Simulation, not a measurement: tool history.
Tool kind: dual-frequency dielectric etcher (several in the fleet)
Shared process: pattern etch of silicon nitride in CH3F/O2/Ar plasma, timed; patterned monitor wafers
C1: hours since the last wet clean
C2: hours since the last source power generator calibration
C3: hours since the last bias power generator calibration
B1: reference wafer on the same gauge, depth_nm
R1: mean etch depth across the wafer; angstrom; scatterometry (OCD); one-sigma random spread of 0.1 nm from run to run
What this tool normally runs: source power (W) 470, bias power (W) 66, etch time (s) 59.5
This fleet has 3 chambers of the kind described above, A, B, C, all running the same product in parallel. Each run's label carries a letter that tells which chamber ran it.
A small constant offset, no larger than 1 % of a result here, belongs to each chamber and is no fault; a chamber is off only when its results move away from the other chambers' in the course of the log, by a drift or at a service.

Run 1A, hour 8.9: usual settings; C1 191.9; C2 1965.0; C3 395.3; B1 51.514. Result: R1 432.69 angstrom.
Run 2C, hour 16.2: usual settings; C1 219.7; C2 1511.8; C3 3491.1; B1 51.470. Result: R1 430.38 angstrom.
Run 3B, hour 23.2: usual settings; C1 244.0; C2 1836.5; C3 330.3; B1 51.514. Result: R1 428.11 angstrom.
Run 4A, hour 28.1: usual settings; C1 211.1; C2 1984.2; C3 414.5; B1 51.513. Result: R1 433.60 angstrom.
Run 5C, hour 33.1: usual settings; C1 236.6; C2 1528.7; C3 3508.0; B1 51.532. Result: R1 429.99 angstrom.
Run 6B, hour 39.4: usual settings; C1 260.2; C2 1852.7; C3 346.5; B1 51.510. Result: R1 428.47 angstrom.
Run 7C, hour 47.2: usual settings but source power (W) 510; C1 250.7; C2 1542.8; C3 3522.1; B1 51.474. Result: R1 445.90 angstrom.
Run 8B, hour 52.3: usual settings but source power (W) 510; C1 273.1; C2 1865.6; C3 359.4; B1 51.494. Result: R1 443.71 angstrom.
Run 9A, hour 57.2: usual settings but source power (W) 510; C1 240.2; C2 2013.3; C3 443.6; B1 51.513. Result: R1 445.82 angstrom.
Run 10C, hour 64.3: usual settings; C1 267.8; C2 1559.9; C3 3539.2; B1 51.532. Result: R1 430.89 angstrom.
Run 11B, hour 71.3: usual settings; C1 292.1; C2 1884.6; C3 378.4; B1 51.510. Result: R1 429.99 angstrom.
Run 12A, hour 82.4: usual settings; C1 265.4; C2 2038.5; C3 468.8; B1 51.548. Result: R1 432.79 angstrom.
Run 13C, hour 89.4: usual settings; C1 292.9; C2 1585.0; C3 3564.3; B1 51.507. Result: R1 429.24 angstrom.
Run 14A, hour 95.6: usual settings; C1 278.6; C2 2051.7; C3 482.0; B1 51.464. Result: R1 429.15 angstrom.
Run 15B, hour 103.6: usual settings; C1 324.4; C2 1916.9; C3 410.7; B1 51.480. Result: R1 429.28 angstrom.
Run 16B, hour 112.0: usual settings; C1 332.8; C2 1925.3; C3 419.1; B1 51.487. Result: R1 428.82 angstrom.
Run 17C, hour 116.8: usual settings; C1 320.3; C2 1612.4; C3 3591.7; B1 51.495. Result: R1 429.14 angstrom.
Run 18A, hour 123.8: usual settings; C1 306.8; C2 2079.9; C3 510.2; B1 51.460. Result: R1 428.19 angstrom.
Run 19C, hour 131.3: usual settings; C1 334.8; C2 1626.9; C3 3606.2; B1 51.478. Result: R1 432.20 angstrom.
Run 20A, hour 140.4: usual settings; C1 323.4; C2 2096.5; C3 526.8; B1 51.489. Result: R1 428.03 angstrom.
Run 21B, hour 151.0: usual settings; C1 371.8; C2 1964.3; C3 458.1; B1 51.489. Result: R1 430.51 angstrom.
Run 22A, hour 160.9: usual settings; C1 343.9; C2 2117.0; C3 547.3; B1 51.545. Result: R1 424.87 angstrom.
Run 23C, hour 167.2: usual settings; C1 370.7; C2 1662.8; C3 3642.1; B1 51.486. Result: R1 429.93 angstrom.
At hour 171.1: chamber B: wet clean of the chamber.
Run 24B, hour 177.0: usual settings; C1 6.0; C2 1990.3; C3 484.1; B1 51.516. Result: R1 431.23 angstrom.
Run 25C, hour 184.4: usual settings but bias power (W) 72; C1 387.9; C2 1680.0; C3 3659.3; B1 51.487. Result: R1 444.26 angstrom.
Run 26B, hour 189.5: usual settings but bias power (W) 72; C1 18.5; C2 2002.8; C3 496.6; B1 51.488. Result: R1 442.24 angstrom.
Run 27A, hour 196.0: usual settings but bias power (W) 72; C1 379.0; C2 2152.1; C3 582.4; B1 51.512. Result: R1 435.26 angstrom.
Run 28B, hour 204.0: usual settings; C1 33.0; C2 2017.3; C3 511.1; B1 51.496. Result: R1 429.43 angstrom.
Run 29A, hour 212.5: usual settings but bias power (W) 59, etch time (s) 43.0; C1 395.5; C2 2168.6; C3 598.9; B1 51.510. Result: R1 293.88 angstrom.

Is one chamber out of step, is the gauge drifting, or do the chambers differ by no more than their own small offsets? For an off chamber, give its letter and the likeliest cause.

It is chamber A that slowly wanders off from its peers.
Most likely cause: etch rate under this chamber's usual, % = 2.78.

Below are 4 candidate recipes for chamber A's next run, each the usual settings with a change, their results shown as question marks. Which of them brings A's results back in line with what the other chambers give on the usual settings?
Allowed miss from the other chambers' usual-settings mean, per result, to count as in line: R1 3.50 angstrom
Run 30A-1, hour 220.6: usual settings but source power (W) 500. Result: R1 ?.
Run 30A-2, hour 220.6: usual settings but source power (W) 460, bias power (W) 64. Result: R1 ?.
Run 30A-3, hour 220.6: usual settings but bias power (W) 75. Result: R1 ?.
Run 30A-4, hour 220.6: usual settings but source power (W) 440, bias power (W) 63. Result: R1 ?.

What the other chambers average on the usual settings: R1 430.08 angstrom
  run      R1
30A-1  431.18
30A-2  413.38
30A-3  439.69
30A-4  404.28
30A-1 is the one that brings the chamber's results back in line with the other chambers.
